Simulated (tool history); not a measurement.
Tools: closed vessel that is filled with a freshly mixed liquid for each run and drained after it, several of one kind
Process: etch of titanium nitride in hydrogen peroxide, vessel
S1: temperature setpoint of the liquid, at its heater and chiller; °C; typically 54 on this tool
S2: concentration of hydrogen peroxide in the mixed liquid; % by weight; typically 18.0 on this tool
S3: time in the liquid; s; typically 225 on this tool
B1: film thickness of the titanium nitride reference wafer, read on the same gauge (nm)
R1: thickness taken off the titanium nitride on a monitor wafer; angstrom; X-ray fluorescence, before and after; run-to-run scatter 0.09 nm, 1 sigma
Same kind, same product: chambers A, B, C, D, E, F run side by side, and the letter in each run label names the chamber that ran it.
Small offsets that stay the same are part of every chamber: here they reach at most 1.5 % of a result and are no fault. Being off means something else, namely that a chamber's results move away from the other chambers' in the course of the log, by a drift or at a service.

run   hour  S1    S2   S3      B1       R1
 1C   12.6  54  18.0  225  60.010  124.420
 2B   25.8  54  18.0  225  59.958  125.400
      26.1  -- chamber C: thermometer replaced
 3D   36.8  54  18.0  225  59.985  124.500
 4F   49.6  54  18.0  225  59.998  126.910
 5A   58.0  54  18.0  225  59.987  127.180
 6E   67.6  54  18.0  225  60.020  126.400
 7B   76.9  54  18.0  225  59.989  126.030
      83.7  -- chamber D: peroxide flow meter replaced
 8F   92.9  54  18.0  225  60.021  126.530
      96.2  -- chamber F: peroxide flow meter replaced
 9E  108.1  54  18.0  225  60.007  126.080
     112.0  -- chamber D: new drum of peroxide connected
10C  115.3  54  18.0  225  59.996  126.210
11A  129.9  54  18.0  225  60.049  128.310
     136.2  -- chamber A: peroxide flow meter replaced
12D  137.3  54  18.0  315  60.018  172.530
13C  144.9  54  18.0  315  60.007  173.840
14E  160.3  54  18.0  315  60.012  175.890
15B  173.4  54  18.0  315  59.984  176.210
16F  183.5  54  18.0  315  60.000  172.070
17A  193.1  54  18.0  315  60.025  176.880
18D  200.3  45  18.0  225  59.994   65.211
19E  212.3  45  18.0  225  60.018   65.608
20B  225.6  45  18.0  225  60.005   66.435
21A  241.4  45  18.0  225  59.987   65.373
     247.7  -- chamber C: new drum of peroxide connected
22F  253.2  45  18.0  225  60.001   62.371
23C  262.0  45  18.0  225  59.970   65.027
24D  270.7  54  18.0  225  59.990  124.630
25F  286.7  62  19.5  225  60.013  212.120
26E  302.6  62  19.5  225  59.994  220.130
27D  317.7  62  19.5  225  60.021  213.890
28B  331.9  62  19.5  225  59.968  220.010
29C  340.5  62  19.5  225  59.998  222.300
30A  353.9  62  19.5  225  60.032  224.310
31F  370.0  54  18.0  225  59.999  118.320
32B  380.9  54  18.0  225  60.025  127.880
33C  388.1  54  18.0  225  59.973  124.430
34A  395.3  54  18.0  225  59.961  126.240
35D  403.3  54  18.0  225  59.958  124.360
36E  418.2  54  18.0  225  60.038  125.850

One chamber off, gauge drift, or nothing amiss beyond the chambers' own small offsets? If it is a chamber, which one, and what is the likeliest cause?

Little by little, chamber F moves away from the other chambers.
Most likely cause: liquid colder than its thermometer reads (K) = 1.31.

Which of the 4 candidates below, each the usual settings with something changed and its results left as question marks, puts chamber F back in line with what the other chambers give on the usual settings?
Counts as in line when no further than this from what the other chambers average on the usual settings: R1 3.200 angstrom
37F-1  429.8  55.0  18.0  240       ?
37F-2  429.8  53.0  18.0  210       ?
37F-3  429.8  54.5  18.0  235       ?
37F-4  429.8  54.0  18.0  205       ?

The other chambers' mean on the usual settings: R1 125.650 angstrom
  run       R1
37F-1  131.450
37F-2   99.781
37F-3  124.240
37F-4  104.600
It is 37F-3 that realigns the chamber with its peers.
